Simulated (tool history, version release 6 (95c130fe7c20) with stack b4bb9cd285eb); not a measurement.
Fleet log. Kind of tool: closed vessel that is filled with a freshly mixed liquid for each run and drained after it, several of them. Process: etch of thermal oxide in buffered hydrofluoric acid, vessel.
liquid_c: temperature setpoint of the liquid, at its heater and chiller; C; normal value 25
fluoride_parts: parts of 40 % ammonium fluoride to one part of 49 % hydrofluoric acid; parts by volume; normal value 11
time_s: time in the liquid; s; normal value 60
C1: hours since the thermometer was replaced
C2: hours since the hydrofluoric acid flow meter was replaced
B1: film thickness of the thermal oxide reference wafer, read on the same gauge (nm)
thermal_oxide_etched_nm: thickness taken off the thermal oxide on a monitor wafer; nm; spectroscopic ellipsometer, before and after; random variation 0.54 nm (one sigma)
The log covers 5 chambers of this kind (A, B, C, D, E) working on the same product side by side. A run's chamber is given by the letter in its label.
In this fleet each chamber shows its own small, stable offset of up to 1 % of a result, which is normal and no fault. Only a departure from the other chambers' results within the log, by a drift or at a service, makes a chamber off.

run 1B day=0.325 | liquid_c=25 fluoride_parts=11 time_s=60 | C1=687.9 C2=232.6 | B1=60.018 | thermal_oxide_etched_nm=64.264
run 2A day=0.65 | liquid_c=25 fluoride_parts=11 time_s=60 | C1=403.5 C2=236.5 | B1=60.015 | thermal_oxide_etched_nm=64.374
run 3E day=0.825 | liquid_c=25 fluoride_parts=11 time_s=60 | C1=560.4 C2=609.1 | B1=60.022 | thermal_oxide_etched_nm=64.538
run 4D day=1.167 | liquid_c=25 fluoride_parts=11 time_s=60 | C1=66.5 C2=221.8 | B1=60.014 | thermal_oxide_etched_nm=64.762
run 5C day=1.358 | liquid_c=25 fluoride_parts=11 time_s=60 | C1=618.3 C2=1103.3 | B1=59.987 | thermal_oxide_etched_nm=64.615
run 6D day=1.712 | liquid_c=25 fluoride_parts=14.5 time_s=30 | C1=79.6 C2=234.9 | B1=60.009 | thermal_oxide_etched_nm=24.571
run 7A day=1.975 | liquid_c=25 fluoride_parts=14.5 time_s=30 | C1=435.3 C2=268.3 | B1=59.994 | thermal_oxide_etched_nm=24.821
run 8B day=2.167 | liquid_c=25 fluoride_parts=14.5 time_s=30 | C1=732.1 C2=276.8 | B1=59.977 | thermal_oxide_etched_nm=24.898
run 9C day=2.429 | liquid_c=25 fluoride_parts=14.5 time_s=30 | C1=644 C2=1129 | B1=59.988 | thermal_oxide_etched_nm=24.535
run 10E day=2.638 | liquid_c=25 fluoride_parts=14.5 time_s=30 | C1=603.9 C2=652.6 | B1=60.035 | thermal_oxide_etched_nm=25.019
run 11E day=2.892 | liquid_c=25 fluoride_parts=11 time_s=60 | C1=610 C2=658.7 | B1=60.016 | thermal_oxide_etched_nm=64.354
run 12A day=3.183 | liquid_c=25 fluoride_parts=11 time_s=60 | C1=464.3 C2=297.3 | B1=60.024 | thermal_oxide_etched_nm=64.018
run 13D day=3.383 | liquid_c=25 fluoride_parts=14 time_s=60 | C1=119.7 C2=275 | B1=59.99 | thermal_oxide_etched_nm=51.538
run 14C day=3.617 | liquid_c=25 fluoride_parts=14 time_s=60 | C1=672.5 C2=1157.5 | B1=59.978 | thermal_oxide_etched_nm=50.789
run 15B day=3.908 | liquid_c=25 fluoride_parts=14 time_s=60 | C1=773.9 C2=318.6 | B1=60.024 | thermal_oxide_etched_nm=51.968
run 16D day=4.229 | liquid_c=25 fluoride_parts=14 time_s=60 | C1=140 C2=295.3 | B1=59.99 | thermal_oxide_etched_nm=50.93
run 17E day=4.588 | liquid_c=25 fluoride_parts=14 time_s=60 | C1=650.7 C2=699.4 | B1=60 | thermal_oxide_etched_nm=52.173
-- day=4.692 chamber E: thermometer replaced
run 18A day=4.783 | liquid_c=25 fluoride_parts=11 time_s=60 | C1=502.7 C2=335.7 | B1=59.981 | thermal_oxide_etched_nm=64.469
run 19B day=4.992 | liquid_c=25 fluoride_parts=11 time_s=60 | C1=799.9 C2=344.6 | B1=59.989 | thermal_oxide_etched_nm=66.567
run 20C day=5.162 | liquid_c=21 fluoride_parts=14 time_s=60 | C1=709.6 C2=1194.6 | B1=60.023 | thermal_oxide_etched_nm=40.174
run 21C day=5.442 | liquid_c=21 fluoride_parts=14 time_s=60 | C1=716.3 C2=1201.3 | B1=60.012 | thermal_oxide_etched_nm=41.018
run 22E day=5.692 | liquid_c=21 fluoride_parts=14 time_s=60 | C1=24.1 C2=725.9 | B1=59.987 | thermal_oxide_etched_nm=41.315
run 23D day=6.046 | liquid_c=21 fluoride_parts=14 time_s=60 | C1=183.6 C2=338.9 | B1=60.022 | thermal_oxide_etched_nm=40.028
run 24A day=6.217 | liquid_c=21 fluoride_parts=14 time_s=60 | C1=537.1 C2=370.1 | B1=59.982 | thermal_oxide_etched_nm=40.786
run 25B day=6.529 | liquid_c=25 fluoride_parts=11 time_s=60 | C1=836.8 C2=381.5 | B1=60.038 | thermal_oxide_etched_nm=67.451
run 26A day=6.85 | liquid_c=25 fluoride_parts=11 time_s=60 | C1=552.3 C2=385.3 | B1=59.994 | thermal_oxide_etched_nm=65.265
run 27D day=7.179 | liquid_c=25 fluoride_parts=11 time_s=60 | C1=210.8 C2=366.1 | B1=59.952 | thermal_oxide_etched_nm=64.346
run 28C day=7.425 | liquid_c=25 fluoride_parts=11 time_s=60 | C1=763.9 C2=1248.9 | B1=60.008 | thermal_oxide_etched_nm=64.405
run 29B day=7.588 | liquid_c=25 fluoride_parts=11 time_s=60 | C1=862.2 C2=406.9 | B1=59.985 | thermal_oxide_etched_nm=68.101
run 30E day=7.942 | liquid_c=25 fluoride_parts=11 time_s=60 | C1=78.1 C2=779.9 | B1=60.006 | thermal_oxide_etched_nm=64.793
run 31B day=8.258 | liquid_c=25 fluoride_parts=11 time_s=60 | C1=878.3 C2=423 | B1=59.998 | thermal_oxide_etched_nm=68.496
run 32C day=8.483 | liquid_c=25 fluoride_parts=11 time_s=60 | C1=789.3 C2=1274.3 | B1=60.024 | thermal_oxide_etched_nm=64.851
run 33D day=8.662 | liquid_c=25 fluoride_parts=11 time_s=60 | C1=246.4 C2=401.7 | B1=59.983 | thermal_oxide_etched_nm=64.62
run 34E day=8.942 | liquid_c=25 fluoride_parts=11 time_s=60 | C1=102.1 C2=803.9 | B1=59.999 | thermal_oxide_etched_nm=64.48
run 35A day=9.158 | liquid_c=25 fluoride_parts=11 time_s=60 | C1=607.7 C2=440.7 | B1=60.008 | thermal_oxide_etched_nm=63.917
run 36C day=9.333 | liquid_c=25 fluoride_parts=11 time_s=60 | C1=809.7 C2=1294.7 | B1=60.02 | thermal_oxide_etched_nm=64.167
run 37D day=9.633 | liquid_c=25 fluoride_parts=11 time_s=60 | C1=269.7 C2=425 | B1=60.021 | thermal_oxide_etched_nm=64.148
run 38E day=9.854 | liquid_c=25 fluoride_parts=11 time_s=60 | C1=124 C2=825.8 | B1=59.983 | thermal_oxide_etched_nm=64.667
run 39A day=10.062 | liquid_c=25 fluoride_parts=11 time_s=30 | C1=629.4 C2=462.4 | B1=59.988 | thermal_oxide_etched_nm=32.382
run 40B day=10.258 | liquid_c=25 fluoride_parts=11 time_s=30 | C1=926.3 C2=471 | B1=59.99 | thermal_oxide_etched_nm=34.848
run 41A day=10.621 | liquid_c=25 fluoride_parts=11 time_s=30 | C1=642.8 C2=475.8 | B1=59.982 | thermal_oxide_etched_nm=32.362
run 42B day=10.867 | liquid_c=25 fluoride_parts=11 time_s=30 | C1=940.9 C2=485.6 | B1=60.031 | thermal_oxide_etched_nm=35.025

Which is it: a chamber that has drifted or been left off by a service, a gauge drift common to all chambers, or only each chamber's usual small offset? If a chamber is off, name it and its likeliest cause.

One chamber, B, drifts off from the rest bit by bit.
Most likely cause: liquid hotter than its thermometer reads (K) = 1.52.
It could be hard to tell apart here from: hydrofluoric acid flow above the setpoint (%).

Below are 4 candidate recipes for chamber B's next run, each the usual settings with a change, their results shown as question marks. Which of them brings B's results back in line with what the other chambers give on the usual settings?
In line means no further than this from the other chambers' mean on the usual settings: thermal_oxide_etched_nm 1.9 nm
run 43B-1 day=11.125 | liquid_c=25.5 fluoride_parts=10.5 time_s=65 | thermal_oxide_etched_nm=?
run 43B-2 day=11.125 | liquid_c=25 fluoride_parts=11 time_s=55 | thermal_oxide_etched_nm=?
run 43B-3 day=11.125 | liquid_c=25 fluoride_parts=11 time_s=65 | thermal_oxide_etched_nm=?
run 43B-4 day=11.125 | liquid_c=25 fluoride_parts=11.5 time_s=55 | thermal_oxide_etched_nm=?

Average result of the remaining chambers running the usual settings: thermal_oxide_etched_nm 64.6 nm
run=43B-1 thermal_oxide_etched_nm=81.325
run=43B-2 thermal_oxide_etched_nm=64.016
run=43B-3 thermal_oxide_etched_nm=75.656
run=43B-4 thermal_oxide_etched_nm=61.291
With 43B-2, the chamber falls back in line with the rest.

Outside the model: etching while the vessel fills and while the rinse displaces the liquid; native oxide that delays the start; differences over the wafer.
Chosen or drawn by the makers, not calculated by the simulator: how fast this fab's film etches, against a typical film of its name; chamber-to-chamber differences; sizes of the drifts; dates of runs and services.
